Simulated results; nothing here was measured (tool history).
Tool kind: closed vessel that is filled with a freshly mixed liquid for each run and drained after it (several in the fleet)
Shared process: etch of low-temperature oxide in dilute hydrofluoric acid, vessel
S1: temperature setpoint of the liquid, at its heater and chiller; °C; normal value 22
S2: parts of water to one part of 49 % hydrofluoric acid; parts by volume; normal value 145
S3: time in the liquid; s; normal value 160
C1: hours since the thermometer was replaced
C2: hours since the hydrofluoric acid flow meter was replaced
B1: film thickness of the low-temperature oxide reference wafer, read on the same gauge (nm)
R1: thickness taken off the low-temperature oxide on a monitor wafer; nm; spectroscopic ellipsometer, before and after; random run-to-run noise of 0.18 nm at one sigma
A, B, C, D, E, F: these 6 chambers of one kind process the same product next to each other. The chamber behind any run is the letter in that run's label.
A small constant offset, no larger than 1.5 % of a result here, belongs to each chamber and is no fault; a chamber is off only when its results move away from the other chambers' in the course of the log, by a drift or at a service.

run    day    S1   S2   S3      C1      C2      B1      R1
 1E  0.267    22  145  160   488.3    25.7  100.01  22.056
 2A  0.529    22  145  160   690.6  1467.5  99.999  21.796
 3F  0.683    22  145  160   251.3   568.1     100  22.178
 4D  0.858    22  145  160   226.6   338.9  99.992  22.263
 5B  0.992    22  145  160  1677.4   151.8     100  21.882
 6C  1.225    22  145  160   880.7   521.6  100.01  22.187
 7C  1.379    22  145  160   884.4   525.3  100.02  22.059
 8B  1.612    22  145  160  1692.3   166.7  100.01  21.773
 9D  1.838    22  145  160   250.1   362.4  100.01  21.939
10A  1.971    22  145  160   725.2  1502.1  100.01  21.722
11E  2.229    22  145  160   535.4    72.8  99.968  21.957
12F  2.458    22  145  160   293.9   610.7  99.991  22.302
13C  2.604  18.5  145   75   913.8   554.7  100.01  9.0218
14E   2.75  18.5  145   75   547.9    85.3  99.999  9.1377
15F  3.017  18.5  145   75   307.3   624.1     100  9.1642
16A  3.229  18.5  145   75   755.4  1532.3  99.979  8.8729
17B  3.492  18.5  145   75  1737.4   211.8  99.999  9.0302
18D  3.754  18.5  145   75   296.1   408.4     100  9.0785
19B  3.958    22  145  160  1748.6     223     100  21.774
20E  4.129    22  145  160     581   118.4  99.987  21.549
21F  4.396    22  145  160   340.4   657.2  99.999  21.907
22D  4.517    22  145  160   314.4   426.7  99.993  22.341
23C  4.688    22  145  160   963.8   604.7     100  22.218
24A  4.854    22  145  160   794.4  1571.3     100  21.648
25B  5.092    22  145  160  1775.8   250.2  100.02  22.359
26F  5.288  20.5  145  160   361.8   678.6     100  20.981
27D    5.4  20.5  145  160   335.6   447.9  99.999  20.516
28C  5.617  20.5  145  160   986.1     627  99.989  20.804
29A    5.8  20.5  145  160   817.1    1594  99.999  20.524
30E  5.933  20.5  145  160   624.3   161.7  99.994  20.255
31E    6.1  20.5  145  160   628.3   165.7     100  20.415
32A  6.254    22  145  160     828  1604.9  100.03  21.786
33F  6.446    22  145  160   389.6   706.4  100.01  22.057
34D  6.642    22  145  160   365.4   477.7  100.01  21.735
35C  6.833    22  145  160  1015.3   656.2     100  22.184
36B  7.017    22  145  160    1822   296.4  100.01  22.066
37F  7.267    22  145  160   409.3   726.1  99.994  22.253
38A  7.433    22  145  160   856.3  1633.2  99.982  21.843
39E  7.658    22  145  160   665.7   203.1   99.99  21.174
40B  7.842    22  145  160  1841.8   316.2     100  21.852
41D  8.083    22  145  160     400   512.3  99.993  21.865
42C  8.233    22  145  160  1048.9   689.8  99.995  22.489
43B  8.367    22  145  160  1854.4   328.8  99.999  21.654
44D  8.562    22  145  160   411.5   523.8  100.02  21.903

The same settings go to every chamber for the next run, one line per chamber below. Forecast the results for each:
45A  8.754  22  145  160               ?
45B  8.754  22  145  160               ?
45C  8.754  22  145  160               ?
45D  8.754  22  145  160               ?
45E  8.754  22  145  160               ?
45F  8.754  22  145  160               ?

run      R1
45A  21.677
45B  22.024
45C  21.992
45D  21.814
45E  20.808
45F  22.073
